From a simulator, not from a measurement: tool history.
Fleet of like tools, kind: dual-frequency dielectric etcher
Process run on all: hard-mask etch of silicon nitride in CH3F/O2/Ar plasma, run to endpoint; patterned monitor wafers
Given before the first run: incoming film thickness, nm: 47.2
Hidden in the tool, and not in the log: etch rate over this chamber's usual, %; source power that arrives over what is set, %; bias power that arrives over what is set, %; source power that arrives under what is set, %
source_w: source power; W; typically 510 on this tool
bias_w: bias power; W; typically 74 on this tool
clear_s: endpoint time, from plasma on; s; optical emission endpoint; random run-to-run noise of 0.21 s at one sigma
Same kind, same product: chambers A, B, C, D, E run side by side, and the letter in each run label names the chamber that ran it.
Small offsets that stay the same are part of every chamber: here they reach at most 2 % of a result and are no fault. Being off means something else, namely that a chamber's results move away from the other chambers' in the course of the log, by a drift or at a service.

run	hour	source_w	bias_w	hours since the last wet clean	hours since the last source power generator calibration	hours since the last bias power generator calibration	clear_s
1A	4	510	74	122.6	869	726.4	61.661
2B	8.2	510	74	51.3	1678.6	803.1	61.215
3D	11.3	510	74	91.3	1265.6	422.3	62.272
4C	16.1	510	74	306.5	1734.5	2535.6	61.095
5E	19.6	510	74	136	1091.9	3022.3	60.912
6C	24.8	600	84	315.2	1743.2	2544.3	55.205
7E	27.5	600	84	143.9	1099.8	3030.2	54.536
8D	32.6	600	84	112.6	1286.9	443.6	55.834
9A	35.1	600	84	153.7	900.1	757.5	55.818
10B	40.8	600	84	83.9	1711.2	835.7	54.909
11C	44.6	510	74	335	1763	2564.1	61.282
12A	49.1	510	74	167.7	914.1	771.5	61.525
13D	51.9	510	74	131.9	1306.2	462.9	61.808
14E	57	510	74	173.4	1129.3	3059.7	60.597
15B	61.6	510	74	104.7	1732	856.5	61.065
16C	64.4	510	74	354.8	1782.8	2583.9	61.256
17D	69.6	510	74	149.6	1323.9	480.6	61.803
18B	72.9	510	74	116	1743.3	867.8	61.256
19A	75.5	510	74	194.1	940.5	797.9	61.699
20E	80.6	400	74	197	1152.9	3083.3	66.671
21A	84.5	400	74	203.1	949.5	806.9	67.395
22D	87.1	400	74	167.1	1341.4	498.1	68.286
23B	91.8	400	74	134.9	1762.2	886.7	66.913
24E	95.9	400	74	212.3	1168.2	3098.6	66.365
25C	100.9	510	74	391.3	1819.3	2620.4	61.405
26A	104	510	74	222.6	969	826.4	61.449
27E	106.9	510	74	223.3	1179.2	3109.6	60.603
28B	111.2	510	74	154.3	1781.6	906.1	61.087
29D	116.6	510	74	196.6	1370.9	527.6	62.152
30C	120.5	510	74	410.9	1838.9	2640	61.369

The same settings go to every chamber for the next run, one line per chamber below. Forecast the results for each:
31A	124.6	510	74				?
31B	124.6	510	74				?
31C	124.6	510	74				?
31D	124.6	510	74				?
31E	124.6	510	74				?

run	clear_s
31A	61.571
31B	61.477
31C	61.404
31D	62.039
31E	60.965

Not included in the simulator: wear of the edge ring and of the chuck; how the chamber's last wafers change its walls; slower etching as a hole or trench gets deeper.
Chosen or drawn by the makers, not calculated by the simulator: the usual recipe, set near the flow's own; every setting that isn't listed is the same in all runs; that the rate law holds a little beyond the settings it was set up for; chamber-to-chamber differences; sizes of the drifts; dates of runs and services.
